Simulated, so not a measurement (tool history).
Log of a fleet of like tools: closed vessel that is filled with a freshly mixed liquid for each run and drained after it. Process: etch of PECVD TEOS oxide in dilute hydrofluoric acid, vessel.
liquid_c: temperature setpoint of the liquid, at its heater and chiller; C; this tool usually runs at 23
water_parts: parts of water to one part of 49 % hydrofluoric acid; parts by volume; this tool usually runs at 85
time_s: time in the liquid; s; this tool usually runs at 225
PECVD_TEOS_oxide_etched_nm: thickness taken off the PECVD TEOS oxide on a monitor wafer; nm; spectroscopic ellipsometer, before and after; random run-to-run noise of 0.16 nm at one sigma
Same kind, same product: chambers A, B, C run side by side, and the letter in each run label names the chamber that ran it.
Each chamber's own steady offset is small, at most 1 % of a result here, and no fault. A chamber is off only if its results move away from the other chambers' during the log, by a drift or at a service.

run	hour	liquid_c	water_parts	time_s	hours since the thermometer was replaced	hours since the hydrofluoric acid flow meter was replaced	read-back film thickness of the PECVD TEOS oxide reference wafer, read on the same gauge (nm)	PECVD_TEOS_oxide_etched_nm
1A	5.0	23	85	225	168.0	334.7	150.01	31.860
2B	8.4	23	85	225	307.2	272.6	150.00	32.148
3C	12.9	23	85	225	846.5	999.8	150.01	31.960
4C	15.9	23	85	225	849.5	1002.8	150.02	31.757
5B	21.0	23	85	225	319.8	285.2	150.01	32.343
# hour 23.5: chamber C: thermometer replaced
6A	25.1	23	85	225	188.1	354.8	150.03	32.044
7A	29.4	23	85	225	192.4	359.1	150.06	32.156
8B	33.7	23	85	225	332.5	297.9	149.97	32.097
9C	36.9	23	85	225	13.5	1023.8	150.04	32.085
10A	40.3	23	85	225	203.3	370.0	150.00	32.212
11C	43.7	23	85	225	20.3	1030.6	150.02	32.014
12B	46.2	23	85	285	345.0	310.4	149.98	40.450
13C	49.2	23	85	285	25.8	1036.1	150.01	40.354
14A	54.3	23	85	285	217.3	384.0	149.99	40.881
15B	58.1	23	85	225	356.9	322.3	149.99	31.464
16B	60.9	23	85	225	359.7	325.1	150.01	31.477
17C	65.8	23	85	225	42.4	1052.7	150.01	31.707
18A	68.9	23	85	225	231.9	398.6	149.99	32.087
19B	71.3	23	85	225	370.1	335.5	150.04	31.198
20C	75.6	23	85	225	52.2	1062.5	149.99	31.826
21A	80.2	23	85	225	243.2	409.9	149.99	32.056
22A	83.0	23	85	225	246.0	412.7	150.00	32.088
23C	85.9	23	85	225	62.5	1072.8	150.00	31.907
24B	89.9	23	85	225	388.7	354.1	150.00	30.592
25A	93.8	23	85	225	256.8	423.5	150.01	32.143
26B	97.0	23	85	225	395.8	361.2	149.99	30.716

Each of the 3 chambers runs these same settings next. Fill in every chamber's results:
27A	100.9	23	85	225				?
27B	100.9	23	85	225				?
27C	100.9	23	85	225				?

run	PECVD_TEOS_oxide_etched_nm
27A	31.959
27B	30.116
27C	31.617

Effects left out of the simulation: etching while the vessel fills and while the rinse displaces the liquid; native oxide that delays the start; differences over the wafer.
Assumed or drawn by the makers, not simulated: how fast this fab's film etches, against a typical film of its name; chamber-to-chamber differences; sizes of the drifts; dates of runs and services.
